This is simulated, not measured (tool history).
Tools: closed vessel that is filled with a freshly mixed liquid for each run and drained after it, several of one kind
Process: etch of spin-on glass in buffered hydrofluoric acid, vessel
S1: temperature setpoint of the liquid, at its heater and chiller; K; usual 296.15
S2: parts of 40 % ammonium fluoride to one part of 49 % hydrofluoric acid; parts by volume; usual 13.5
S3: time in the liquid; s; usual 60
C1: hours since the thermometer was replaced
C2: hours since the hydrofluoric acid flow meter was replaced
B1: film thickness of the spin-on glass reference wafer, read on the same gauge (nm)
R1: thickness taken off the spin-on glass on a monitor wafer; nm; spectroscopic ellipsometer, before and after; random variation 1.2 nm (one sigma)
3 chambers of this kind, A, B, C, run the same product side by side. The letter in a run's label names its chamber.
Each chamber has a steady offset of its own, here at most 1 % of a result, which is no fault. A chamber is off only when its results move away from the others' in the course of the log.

{"run": "1B", "day": 0.217, "S1": 296.15, "S2": 13.5, "S3": 60, "C1": 1533.2, "C2": 2199.7, "B1": 49.997, "R1": 136.05}
{"run": "2A", "day": 0.504, "S1": 296.15, "S2": 13.5, "S3": 60, "C1": 654.5, "C2": 1540.9, "B1": 49.978, "R1": 133.87}
{"run": "3C", "day": 0.908, "S1": 296.15, "S2": 13.5, "S3": 60, "C1": 1005.9, "C2": 207.3, "B1": 49.984, "R1": 135.85}
{"run": "4C", "day": 1.233, "S1": 296.15, "S2": 13.5, "S3": 60, "C1": 1013.7, "C2": 215.1, "B1": 49.969, "R1": 133.92}
{"run": "5B", "day": 1.458, "S1": 296.15, "S2": 13.5, "S3": 60, "C1": 1563.0, "C2": 2229.5, "B1": 50.0, "R1": 136.08}
{"run": "6A", "day": 1.721, "S1": 296.15, "S2": 13.5, "S3": 60, "C1": 683.7, "C2": 1570.1, "B1": 50.015, "R1": 136.61}
{"run": "7C", "day": 2.142, "S1": 296.15, "S2": 13.5, "S3": 60, "C1": 1035.5, "C2": 236.9, "B1": 50.014, "R1": 136.99}
{"run": "8A", "day": 2.4, "S1": 296.15, "S2": 13.5, "S3": 60, "C1": 700.0, "C2": 1586.4, "B1": 49.996, "R1": 134.78}
{"run": "9B", "day": 2.767, "S1": 296.15, "S2": 13.5, "S3": 60, "C1": 1594.4, "C2": 2260.9, "B1": 49.958, "R1": 135.44}
{"run": "10A", "day": 2.992, "S1": 296.15, "S2": 13.5, "S3": 60, "C1": 714.2, "C2": 1600.6, "B1": 50.001, "R1": 133.36}
{"run": "11C", "day": 3.212, "S1": 296.15, "S2": 13.5, "S3": 60, "C1": 1061.2, "C2": 262.6, "B1": 50.002, "R1": 133.31}
{"run": "12B", "day": 3.438, "S1": 296.15, "S2": 13.5, "S3": 60, "C1": 1610.5, "C2": 2277.0, "B1": 49.997, "R1": 134.92}
{"run": "13C", "day": 3.683, "S1": 296.15, "S2": 13.5, "S3": 60, "C1": 1072.5, "C2": 273.9, "B1": 49.989, "R1": 132.02}
{"run": "14B", "day": 4.021, "S1": 296.15, "S2": 13.5, "S3": 60, "C1": 1624.5, "C2": 2291.0, "B1": 50.003, "R1": 133.98}
{"day": 4.283, "done": "chamber B: thermometer replaced"}
{"run": "15A", "day": 4.296, "S1": 296.15, "S2": 8.0, "S3": 60, "C1": 745.5, "C2": 1631.9, "B1": 50.012, "R1": 217.3}
{"run": "16A", "day": 4.658, "S1": 296.15, "S2": 8.0, "S3": 60, "C1": 754.2, "C2": 1640.6, "B1": 49.987, "R1": 218.36}
{"run": "17B", "day": 4.908, "S1": 296.15, "S2": 8.0, "S3": 60, "C1": 15.0, "C2": 2312.3, "B1": 50.007, "R1": 221.7}
{"run": "18C", "day": 5.238, "S1": 296.15, "S2": 13.5, "S3": 60, "C1": 1109.8, "C2": 311.2, "B1": 49.956, "R1": 131.33}
{"run": "19A", "day": 5.675, "S1": 296.15, "S2": 13.5, "S3": 60, "C1": 778.6, "C2": 1665.0, "B1": 50.016, "R1": 134.25}
{"run": "20C", "day": 5.917, "S1": 301.15, "S2": 18.5, "S3": 60, "C1": 1126.1, "C2": 327.5, "B1": 50.023, "R1": 122.31}
{"run": "21B", "day": 6.158, "S1": 301.15, "S2": 18.5, "S3": 60, "C1": 45.0, "C2": 2342.3, "B1": 50.032, "R1": 130.32}
{"run": "22C", "day": 6.379, "S1": 301.15, "S2": 18.5, "S3": 60, "C1": 1137.2, "C2": 338.6, "B1": 50.024, "R1": 122.71}
{"run": "23A", "day": 6.779, "S1": 296.15, "S2": 13.5, "S3": 60, "C1": 805.1, "C2": 1691.5, "B1": 49.995, "R1": 133.9}
{"run": "24B", "day": 7.1, "S1": 296.15, "S2": 17.5, "S3": 35, "C1": 67.6, "C2": 2364.9, "B1": 49.961, "R1": 61.131}
{"day": 7.462, "done": "chamber A: hydrofluoric acid flow meter replaced"}
{"run": "25B", "day": 7.512, "S1": 296.15, "S2": 17.5, "S3": 35, "C1": 77.5, "C2": 2374.8, "B1": 50.013, "R1": 61.286}
{"run": "26C", "day": 7.804, "S1": 296.15, "S2": 17.5, "S3": 35, "C1": 1171.4, "C2": 372.8, "B1": 50.002, "R1": 57.199}
{"run": "27A", "day": 8.029, "S1": 296.15, "S2": 13.5, "S3": 60, "C1": 835.1, "C2": 13.7, "B1": 49.988, "R1": 135.88}

All 3 chambers run these settings next. Forecast each chamber's results:
{"run": "28A", "day": 8.35, "S1": 296.15, "S2": 13.5, "S3": 85, "R1": "?"}
{"run": "28B", "day": 8.35, "S1": 296.15, "S2": 13.5, "S3": 85, "R1": "?"}
{"run": "28C", "day": 8.35, "S1": 296.15, "S2": 13.5, "S3": 85, "R1": "?"}

run=28A R1=191.700
run=28B R1=191.970
run=28C R1=177.100
